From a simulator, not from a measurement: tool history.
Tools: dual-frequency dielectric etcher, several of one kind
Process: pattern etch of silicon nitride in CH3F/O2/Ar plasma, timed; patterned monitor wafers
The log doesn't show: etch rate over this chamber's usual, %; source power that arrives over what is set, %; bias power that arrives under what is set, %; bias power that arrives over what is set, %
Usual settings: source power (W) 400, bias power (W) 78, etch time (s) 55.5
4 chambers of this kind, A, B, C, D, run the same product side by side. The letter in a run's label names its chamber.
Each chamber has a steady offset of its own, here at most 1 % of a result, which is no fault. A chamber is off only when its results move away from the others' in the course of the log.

run,hour,source power (W),bias power (W),etch time (s),hours since the last wet clean,hours since the last source power generator calibration,hours since the last bias power generator calibration,"read-back reference wafer on the same gauge, depth_nm",mean etch depth across the wafer (angstrom)
1B,6.2,400,78,55.5,315.8,1541.3,2275.5,40.873,401.55
2A,11.4,400,78,55.5,289.8,2288.5,1600.3,40.851,399.62
3C,16.6,400,78,55.5,75.8,1721.4,730.3,40.935,400.78
4D,21.3,400,78,55.5,277.9,840.8,1453.7,40.897,399.1
5C,29.3,400,78,55.5,88.5,1734.1,743,40.899,399.63
6B,34.4,400,78,55.5,344,1569.5,2303.7,40.903,398.27
7A,40,400,78,55.5,318.4,2317.1,1628.9,40.934,401.72
8D,45.7,400,78,55.5,302.3,865.2,1478.1,40.927,399.73
9B,53.6,400,78,55.5,363.2,1588.7,2322.9,40.914,402.86
10A,59.7,400,78,55.5,338.1,2336.8,1648.6,40.908,402.25
11D,63.8,400,78,55.5,320.4,883.3,1496.2,40.87,396.36
12C,71.2,400,78,55.5,130.4,1776,784.9,40.87,392.79
13D,75.9,400,78,55.5,332.5,895.4,1508.3,40.868,399.77
14B,82.3,400,78,55.5,391.9,1617.4,2351.6,40.892,401.48
15C,88.8,400,78,55.5,148,1793.6,802.5,40.906,396.73
16A,93.2,400,78,55.5,371.6,2370.3,1682.1,40.968,406.95
17A,101.1,400,78,55.5,379.5,2378.2,1690,40.915,402.89
18B,107.5,400,78,55.5,417.1,1642.6,2376.8,40.904,404.01
19D,112.4,400,78,55.5,369,931.9,1544.8,40.921,397.36
20C,116.3,400,78,55.5,175.5,1821.1,830,40.908,393.51
21A,120.5,400,78,55.5,398.9,2397.6,1709.4,40.853,408.5
22B,127,400,78,55.5,436.6,1662.1,2396.3,40.905,400.59
23C,134.6,400,78,55.5,193.8,1839.4,848.3,40.928,396.38
24D,138.5,400,78,55.5,395.1,958,1570.9,40.934,392.84
25C,145.4,400,78,55.5,204.6,1850.2,859.1,40.99,398.94
26A,150.8,400,78,55.5,429.2,2427.9,1739.7,40.901,411.11
27D,158.6,400,78,55.5,415.2,978.1,1591,40.91,395.88
28B,166.3,400,78,55.5,475.9,1701.4,2435.6,40.843,403.05

What goes on in this fleet: one chamber off, a drifting gauge, or nothing beyond the chambers' own small offsets? Name the chamber and the cause, if any.

Chamber A drifts away from the others.
Cause: etch rate over this chamber's usual, % = 4.14.

Here are 4 candidates for chamber A's next run, each the usual settings with a change, their results left as question marks. Which one brings its results back in line with what the others give on the usual settings?
In line means no further than this from the other chambers' mean on the usual settings: mean etch depth across the wafer (angstrom) 7.3
29A-1,172.1,390,76,51.5,,,,,?
29A-2,172.1,410,80,59.5,,,,,?
29A-3,172.1,350,78,55.5,,,,,?
29A-4,172.1,400,88,55.5,,,,,?

The other chambers' mean on the usual settings: mean etch depth across the wafer (angstrom) 397.77
run,mean etch depth across the wafer (angstrom)
29A-1,377.7
29A-2,452.88
29A-3,394.29
29A-4,433.07
29A-3 brings the chamber back in line.
